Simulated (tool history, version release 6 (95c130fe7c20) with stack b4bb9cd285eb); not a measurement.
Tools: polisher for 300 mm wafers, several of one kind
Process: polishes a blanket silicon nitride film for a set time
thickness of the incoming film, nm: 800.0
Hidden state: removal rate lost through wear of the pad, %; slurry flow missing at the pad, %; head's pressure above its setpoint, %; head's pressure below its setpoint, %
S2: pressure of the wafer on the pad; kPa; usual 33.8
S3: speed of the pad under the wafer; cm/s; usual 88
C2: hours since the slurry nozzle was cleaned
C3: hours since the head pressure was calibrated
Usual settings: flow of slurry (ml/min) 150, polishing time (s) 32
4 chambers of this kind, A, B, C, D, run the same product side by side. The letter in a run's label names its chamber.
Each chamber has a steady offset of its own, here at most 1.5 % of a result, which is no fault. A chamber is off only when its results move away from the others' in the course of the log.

run 1D hour=6.2 | flow_of_slurry_(ml/min)=150 S2=33.8 S3=88 polishing_time_(s)=32 | wafers_polished_on_this_pad=899 C2=117.4 C3=606.1 | film_removed_(Å)=773.95
run 2C hour=10.8 | flow_of_slurry_(ml/min)=150 S2=33.8 S3=88 polishing_time_(s)=32 | wafers_polished_on_this_pad=220 C2=558.8 C3=290.8 | film_removed_(Å)=756.15
run 3B hour=15.4 | flow_of_slurry_(ml/min)=150 S2=33.8 S3=88 polishing_time_(s)=32 | wafers_polished_on_this_pad=112 C2=210.0 C3=148.6 | film_removed_(Å)=755.03
run 4A hour=18.6 | flow_of_slurry_(ml/min)=150 S2=33.8 S3=88 polishing_time_(s)=32 | wafers_polished_on_this_pad=225 C2=468.3 C3=690.8 | film_removed_(Å)=749.54
run 5B hour=22.1 | flow_of_slurry_(ml/min)=150 S2=33.8 S3=88 polishing_time_(s)=32 | wafers_polished_on_this_pad=161 C2=216.7 C3=155.3 | film_removed_(Å)=737.38
run 6D hour=25.1 | flow_of_slurry_(ml/min)=150 S2=33.8 S3=88 polishing_time_(s)=32 | wafers_polished_on_this_pad=1037 C2=136.3 C3=625.0 | film_removed_(Å)=779.89
run 7A hour=28.3 | flow_of_slurry_(ml/min)=150 S2=33.8 S3=88 polishing_time_(s)=32 | wafers_polished_on_this_pad=295 C2=478.0 C3=700.5 | film_removed_(Å)=746.67
run 8C hour=33.3 | flow_of_slurry_(ml/min)=150 S2=33.8 S3=88 polishing_time_(s)=32 | wafers_polished_on_this_pad=384 C2=581.3 C3=313.3 | film_removed_(Å)=741.69
run 9B hour=37.7 | flow_of_slurry_(ml/min)=150 S2=33.8 S3=88 polishing_time_(s)=32 | wafers_polished_on_this_pad=275 C2=232.3 C3=170.9 | film_removed_(Å)=747.43
run 10D hour=44.3 | flow_of_slurry_(ml/min)=170 S2=33.8 S3=60 polishing_time_(s)=32 | wafers_polished_on_this_pad=1177 C2=155.5 C3=644.2 | film_removed_(Å)=569.54
-- hour=45.9 chamber D: worn pad replaced by a new one
run 11A hour=49.0 | flow_of_slurry_(ml/min)=170 S2=33.8 S3=60 polishing_time_(s)=32 | wafers_polished_on_this_pad=447 C2=498.7 C3=721.2 | film_removed_(Å)=551.36
run 12C hour=52.0 | flow_of_slurry_(ml/min)=170 S2=33.8 S3=60 polishing_time_(s)=32 | wafers_polished_on_this_pad=521 C2=600.0 C3=332.0 | film_removed_(Å)=561.01
run 13B hour=54.9 | flow_of_slurry_(ml/min)=170 S2=33.8 S3=60 polishing_time_(s)=32 | wafers_polished_on_this_pad=401 C2=249.5 C3=188.1 | film_removed_(Å)=554.36
run 14D hour=58.9 | flow_of_slurry_(ml/min)=150 S2=33.8 S3=88 polishing_time_(s)=32 | wafers_polished_on_this_pad=95 C2=170.1 C3=658.8 | film_removed_(Å)=757.11
run 15C hour=63.6 | flow_of_slurry_(ml/min)=150 S2=33.8 S3=88 polishing_time_(s)=32 | wafers_polished_on_this_pad=605 C2=611.6 C3=343.6 | film_removed_(Å)=730.59
-- hour=68.9 chamber B: worn pad replaced by a new one
run 16A hour=69.0 | flow_of_slurry_(ml/min)=150 S2=33.8 S3=88 polishing_time_(s)=32 | wafers_polished_on_this_pad=593 C2=518.7 C3=741.2 | film_removed_(Å)=731.04
run 17A hour=75.6 | flow_of_slurry_(ml/min)=150 S2=33.8 S3=88 polishing_time_(s)=32 | wafers_polished_on_this_pad=641 C2=525.3 C3=747.8 | film_removed_(Å)=747.12
run 18B hour=78.9 | flow_of_slurry_(ml/min)=150 S2=33.8 S3=88 polishing_time_(s)=37 | wafers_polished_on_this_pad=73 C2=273.5 C3=212.1 | film_removed_(Å)=866.32
run 19C hour=84.4 | flow_of_slurry_(ml/min)=150 S2=33.8 S3=88 polishing_time_(s)=37 | wafers_polished_on_this_pad=757 C2=632.4 C3=364.4 | film_removed_(Å)=837.84
run 20D hour=88.3 | flow_of_slurry_(ml/min)=150 S2=33.8 S3=88 polishing_time_(s)=37 | wafers_polished_on_this_pad=309 C2=199.5 C3=688.2 | film_removed_(Å)=885.01
run 21B hour=94.0 | flow_of_slurry_(ml/min)=150 S2=33.8 S3=88 polishing_time_(s)=37 | wafers_polished_on_this_pad=183 C2=288.6 C3=227.2 | film_removed_(Å)=880.61
run 22C hour=98.7 | flow_of_slurry_(ml/min)=150 S2=33.8 S3=88 polishing_time_(s)=32 | wafers_polished_on_this_pad=862 C2=646.7 C3=378.7 | film_removed_(Å)=717.03
run 23A hour=101.6 | flow_of_slurry_(ml/min)=150 S2=33.8 S3=88 polishing_time_(s)=32 | wafers_polished_on_this_pad=831 C2=551.3 C3=773.8 | film_removed_(Å)=740.32
-- hour=105.3 chamber C: worn pad replaced by a new one
run 24D hour=106.7 | flow_of_slurry_(ml/min)=150 S2=33.8 S3=88 polishing_time_(s)=32 | wafers_polished_on_this_pad=444 C2=217.9 C3=706.6 | film_removed_(Å)=758.69
run 25D hour=110.7 | flow_of_slurry_(ml/min)=150 S2=33.8 S3=88 polishing_time_(s)=32 | wafers_polished_on_this_pad=473 C2=221.9 C3=710.6 | film_removed_(Å)=754.96
run 26C hour=115.3 | flow_of_slurry_(ml/min)=150 S2=33.8 S3=88 polishing_time_(s)=32 | wafers_polished_on_this_pad=73 C2=663.3 C3=395.3 | film_removed_(Å)=699.70
run 27A hour=119.6 | flow_of_slurry_(ml/min)=150 S2=33.8 S3=88 polishing_time_(s)=32 | wafers_polished_on_this_pad=962 C2=569.3 C3=791.8 | film_removed_(Å)=729.82
-- hour=119.8 chamber A: worn pad replaced by a new one
-- hour=119.9 chamber B: slurry nozzle cleaned
run 28B hour=122.8 | flow_of_slurry_(ml/min)=150 S2=33.8 S3=88 polishing_time_(s)=32 | wafers_polished_on_this_pad=394 C2=3.0 C3=256.0 | film_removed_(Å)=755.49
run 29C hour=128.3 | flow_of_slurry_(ml/min)=150 S2=33.8 S3=88 polishing_time_(s)=32 | wafers_polished_on_this_pad=168 C2=676.3 C3=408.3 | film_removed_(Å)=696.23
-- hour=130.1 chamber A: head pressure recalibrated
run 30A hour=133.3 | flow_of_slurry_(ml/min)=150 S2=33.8 S3=88 polishing_time_(s)=32 | wafers_polished_on_this_pad=98 C2=583.0 C3=3.3 | film_removed_(Å)=747.49
run 31D hour=139.2 | flow_of_slurry_(ml/min)=150 S2=33.8 S3=88 polishing_time_(s)=32 | wafers_polished_on_this_pad=681 C2=250.4 C3=739.1 | film_removed_(Å)=757.94
run 32B hour=142.8 | flow_of_slurry_(ml/min)=150 S2=33.8 S3=88 polishing_time_(s)=32 | wafers_polished_on_this_pad=540 C2=23.0 C3=276.0 | film_removed_(Å)=746.93
run 33C hour=148.2 | flow_of_slurry_(ml/min)=150 S2=33.8 S3=88 polishing_time_(s)=32 | wafers_polished_on_this_pad=313 C2=696.2 C3=428.2 | film_removed_(Å)=680.41

Next, every chamber runs the same settings. What will each give?
run 34A hour=153.0 | flow_of_slurry_(ml/min)=150 S2=33.8 S3=88 polishing_time_(s)=32 | film_removed_(Å)=?
run 34B hour=153.0 | flow_of_slurry_(ml/min)=150 S2=33.8 S3=88 polishing_time_(s)=32 | film_removed_(Å)=?
run 34C hour=153.0 | flow_of_slurry_(ml/min)=150 S2=33.8 S3=88 polishing_time_(s)=32 | film_removed_(Å)=?
run 34D hour=153.0 | flow_of_slurry_(ml/min)=150 S2=33.8 S3=88 polishing_time_(s)=32 | film_removed_(Å)=?

run=34A film_removed_(Å)=751.57
run=34B film_removed_(Å)=743.84
run=34C film_removed_(Å)=672.50
run=34D film_removed_(Å)=751.08
